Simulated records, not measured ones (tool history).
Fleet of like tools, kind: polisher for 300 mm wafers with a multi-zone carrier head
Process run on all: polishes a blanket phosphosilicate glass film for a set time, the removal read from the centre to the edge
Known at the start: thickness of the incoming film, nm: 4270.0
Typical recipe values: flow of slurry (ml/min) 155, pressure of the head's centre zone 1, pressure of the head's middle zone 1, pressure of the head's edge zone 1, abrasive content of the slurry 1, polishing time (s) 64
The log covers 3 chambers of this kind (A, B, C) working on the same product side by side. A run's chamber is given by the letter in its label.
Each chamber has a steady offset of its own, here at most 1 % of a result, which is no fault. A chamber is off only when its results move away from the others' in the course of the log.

run,hour,flow of slurry (ml/min),pressure of the head's centre zone,pressure of the head's middle zone,pressure of the head's edge zone,abrasive content of the slurry,polishing time (s),film removed at the wafer's centre (nm),film removed at mid-radius (nm),film removed at the wafer's edge (nm)
1A,6.5,155,1,1,1,1,64,600.03,600.7,603.57
# hour 20.4: chamber A: worn pad replaced by a new one
2C,21.2,155,1,1,1,1,64,611.74,600.52,601.58
3B,32.1,155,1,1,1,1,64,605.5,599.49,609.57
# hour 33.8: chamber A: centre zone pressure recalibrated
4C,42,155,1,1,1,1,64,614.02,606.91,602.11
5B,49.7,155,1.07,1,1,1,80,822.6,759.31,760.28
# hour 51.9: chamber B: slurry nozzle cleaned
# hour 56: chamber B: worn pad replaced by a new one
6A,56.7,155,1.07,1,1,1,80,814.17,747.68,758.91
7C,65.4,155,1.07,1,1,1,80,823.45,748.9,761.38
8A,80,155,1,1,1,1,64,597.98,607.98,596.44
9B,95,155,1,1,1,1,64,610.65,613.94,607.44
# hour 106.4: chamber A: worn pad replaced by a new one
10C,107.1,155,1,1,1,1,64,604.27,596.01,601
11B,114.9,155,0.92,0.89,1,1,64,549.04,548.57,604.66
12A,123.5,155,0.92,0.89,1,1,64,545.15,546.04,592.84
13C,137.3,155,0.92,0.89,1,1,64,545.75,526.34,588.66
# hour 149.7: chamber A: slurry nozzle cleaned
14B,151.7,155,1,1,1,1,64,614.5,611.13,609.91
15A,165.9,155,1,1,1,1,64,602.92,614.67,605.36
16B,175.5,155,1,1,1,1,64,607.6,602.98,610.71
# hour 182.1: chamber B: worn pad replaced by a new one
# hour 183.5: chamber A: worn pad replaced by a new one
17C,186.9,155,1,1,1,1,64,578,573.27,580.78
# hour 199: chamber C: slurry nozzle cleaned
18A,199.3,155,1,1,1,1,64,607.75,605.46,608.01
19B,210.8,155,1,1,1,1,64,619.69,601.6,602.63
20A,225.6,155,1,1.11,1,1,64,603.42,663.55,606.54
21C,239.9,155,1,1.11,1,1,64,566.76,622.5,559.48
22C,251.2,155,1,1.11,1,1,64,563.59,617.83,554.64
23B,265,155,1,0.88,1,1,64,604.65,539.7,617.28
24A,276.1,155,1,0.88,1,1,64,599.03,530.97,614.92
# hour 282.1: chamber A: worn pad replaced by a new one
25B,287,155,1,0.88,1,1,64,610.06,542.01,614.18
26A,300.4,155,1,1.07,1,1,64,610.93,651.87,602.32
27C,312.9,155,1,1.07,1,1,64,548.64,576.29,558.25
28C,326.7,155,1,1.07,1,1,64,557.74,569.3,532.94

Has any chamber moved away from the others, gradually or after a service, or does the common gauge drift, or do the chambers differ only by their own small steady offsets? State the chamber and the most likely cause if one applies.

Little by little, chamber C moves away from the other chambers.
Most likely cause: removal rate lost through wear of the pad, % = 11.1.

Here are 4 candidates for chamber C's next run, each the usual settings with a change, their results left as question marks. Which one brings its results back in line with what the others give on the usual settings?
In line means no further than this from the other chambers' mean on the usual settings: film removed at the wafer's centre (nm) 20; film removed at mid-radius (nm) 22; film removed at the wafer's edge (nm) 26
29C-1,337.5,155,1,1,0.99,0.95,58,?,?,?
29C-2,337.5,155,1,1,1.01,1.05,70,?,?,?
29C-3,337.5,160,0.99,1.01,1.01,1.05,75,?,?,?
29C-4,337.5,150,1.01,0.99,0.99,0.95,54,?,?,?

Mean of the other chambers on the usual settings: film removed at the wafer's centre (nm) 606.69; film removed at mid-radius (nm) 607.2; film removed at the wafer's edge (nm) 606.96
run,film removed at the wafer's centre (nm),film removed at mid-radius (nm),film removed at the wafer's edge (nm)
29C-1,482.56,474.1,478.21
29C-2,609.58,598.88,610.56
29C-3,650.4,651.35,656.85
29C-4,450.91,434.63,443.29
It is 29C-2 that realigns the chamber with its peers.
